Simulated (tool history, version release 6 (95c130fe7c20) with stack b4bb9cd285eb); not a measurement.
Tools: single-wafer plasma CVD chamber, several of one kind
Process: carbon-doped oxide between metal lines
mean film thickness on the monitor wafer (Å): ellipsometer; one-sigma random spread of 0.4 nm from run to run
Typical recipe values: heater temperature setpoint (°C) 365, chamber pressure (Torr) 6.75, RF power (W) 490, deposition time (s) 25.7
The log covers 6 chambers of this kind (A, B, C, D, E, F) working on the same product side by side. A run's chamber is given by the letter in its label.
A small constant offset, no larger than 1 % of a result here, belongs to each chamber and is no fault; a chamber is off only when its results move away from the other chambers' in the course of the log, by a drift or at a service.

run,day,heater temperature setpoint (°C),chamber pressure (Torr),RF power (W),deposition time (s),hours since the last thermocouple change,hours since the last RF generator calibration,hours since the last manometer calibration,"read-back reference wafer on the same gauge, thickness_nm",mean film thickness on the monitor wafer (Å)
1E,0.221,365,6.75,490,25.7,1510,1350.5,2400.2,147.9,1282.9
2D,0.546,365,6.75,490,25.7,1687.8,427.6,1447.1,148.02,1290.8
3F,0.812,365,6.75,490,25.7,1712.4,847.4,1198.8,147.95,1271.2
4C,1.162,365,6.75,490,25.7,1094,28.5,791.7,148.13,1293.5
5A,1.433,365,6.75,490,25.7,1248.3,2188.8,1406.2,148.01,1289.6
6B,1.788,365,6.75,490,25.7,44.9,81.8,138.6,148.1,1288.4
7B,2.096,365,6.75,490,25.7,52.3,89.2,146,148.02,1293.8
8D,2.475,365,6.75,490,25.7,1734.1,473.9,1493.4,148.03,1280.4
9E,2.867,365,6.75,490,25.7,1573.5,1414,2463.7,148,1283.7
10A,3.038,365,6.75,490,25.7,1286.8,2227.3,1444.7,147.95,1285
11F,3.4,365,6.75,490,25.7,1774.5,909.5,1260.9,148.11,1278.7
12C,3.729,365,6.75,490,25.7,1155.6,90.1,853.3,147.94,1299.1
13A,4.062,365,6.75,490,25.7,1311.4,2251.9,1469.3,148.07,1284
14F,4.383,365,6.75,490,25.7,1798.1,933.1,1284.5,147.98,1283.2
15D,4.696,365,6.75,490,25.7,1787.4,527.2,1546.7,147.94,1285.5
16B,5.025,365,6.75,490,25.7,122.6,159.5,216.3,147.95,1295
17E,5.225,365,6.75,490,25.7,1630.1,1470.6,2520.3,148,1276.2
# day 5.25: chamber E: thermocouple changed; heater temperature recalibrated
18C,5.546,365,6.75,490,25.7,1199.2,133.7,896.9,148.08,1287.6
19D,5.875,365,6.75,490,25.7,1815.7,555.5,1575,148.02,1281.4
20E,6.129,365,6.75,490,25.7,21.1,1492.3,2542,148.01,1282.1
21C,6.5,365,7.55,490,22.8,1222.1,156.6,919.8,147.93,1159.6
22F,6.796,365,7.55,490,22.8,1856,991,1342.4,148.11,1152.2
23A,6.967,365,7.55,490,22.8,1381.1,2321.6,1539,147.91,1151
24B,7.317,365,7.55,490,22.8,177.6,214.5,271.3,147.97,1154.9
25B,7.504,365,7.55,490,22.8,182.1,219,275.8,148.07,1156.3
26E,7.762,365,7.55,490,22.8,60.3,1531.5,2581.2,148.06,1151.6
27C,7.975,365,6.75,490,25.7,1257.5,192,955.2,147.9,1293.2
28A,8.2,365,6.75,490,25.7,1410.7,2351.2,1568.6,147.91,1283.3
29F,8.433,365,6.75,490,25.7,1895.3,1030.3,1381.7,147.94,1278.6
30D,8.65,370,6.75,560,25.7,1882.3,622.1,1641.6,148.06,1361.3
31D,8.896,370,6.75,560,25.7,1888.2,628,1647.5,148.03,1366.5
32A,9.258,370,6.75,560,25.7,1436.1,2376.6,1594,148.14,1376.7
33B,9.45,370,6.75,560,25.7,228.8,265.7,322.5,148.11,1386.4
34C,9.696,370,6.75,560,25.7,1298.8,233.3,996.5,148.03,1385.8
35E,10.008,370,6.75,560,25.7,114.2,1585.4,2635.1,148.02,1382.2
36F,10.358,365,6.75,445,25.7,1941.5,1076.5,1427.9,148,1186.9
37F,10.533,365,6.75,445,25.7,1945.7,1080.7,1432.1,148.09,1196.5
38D,10.8,365,6.75,445,25.7,1933.9,673.7,1693.2,147.95,1184.1
39B,11.058,365,6.75,445,25.7,267.4,304.3,361.1,147.92,1208.9
40C,11.238,365,6.75,445,25.7,1335.8,270.3,1033.5,148.07,1206.1
41E,11.604,365,6.75,445,25.7,152.5,1623.7,2673.4,147.96,1200.1
42A,11.938,365,6.75,490,25.7,1500.4,2440.9,1658.3,148.09,1278.7

Next, every chamber runs the same settings. What will each give?
43A,12.221,365,6.75,490,25.7,,,,,?
43B,12.221,365,6.75,490,25.7,,,,,?
43C,12.221,365,6.75,490,25.7,,,,,?
43D,12.221,365,6.75,490,25.7,,,,,?
43E,12.221,365,6.75,490,25.7,,,,,?
43F,12.221,365,6.75,490,25.7,,,,,?

run,mean film thickness on the monitor wafer (Å)
43A,1283.9
43B,1291.1
43C,1291.7
43D,1254.7
43E,1285.4
43F,1273.4
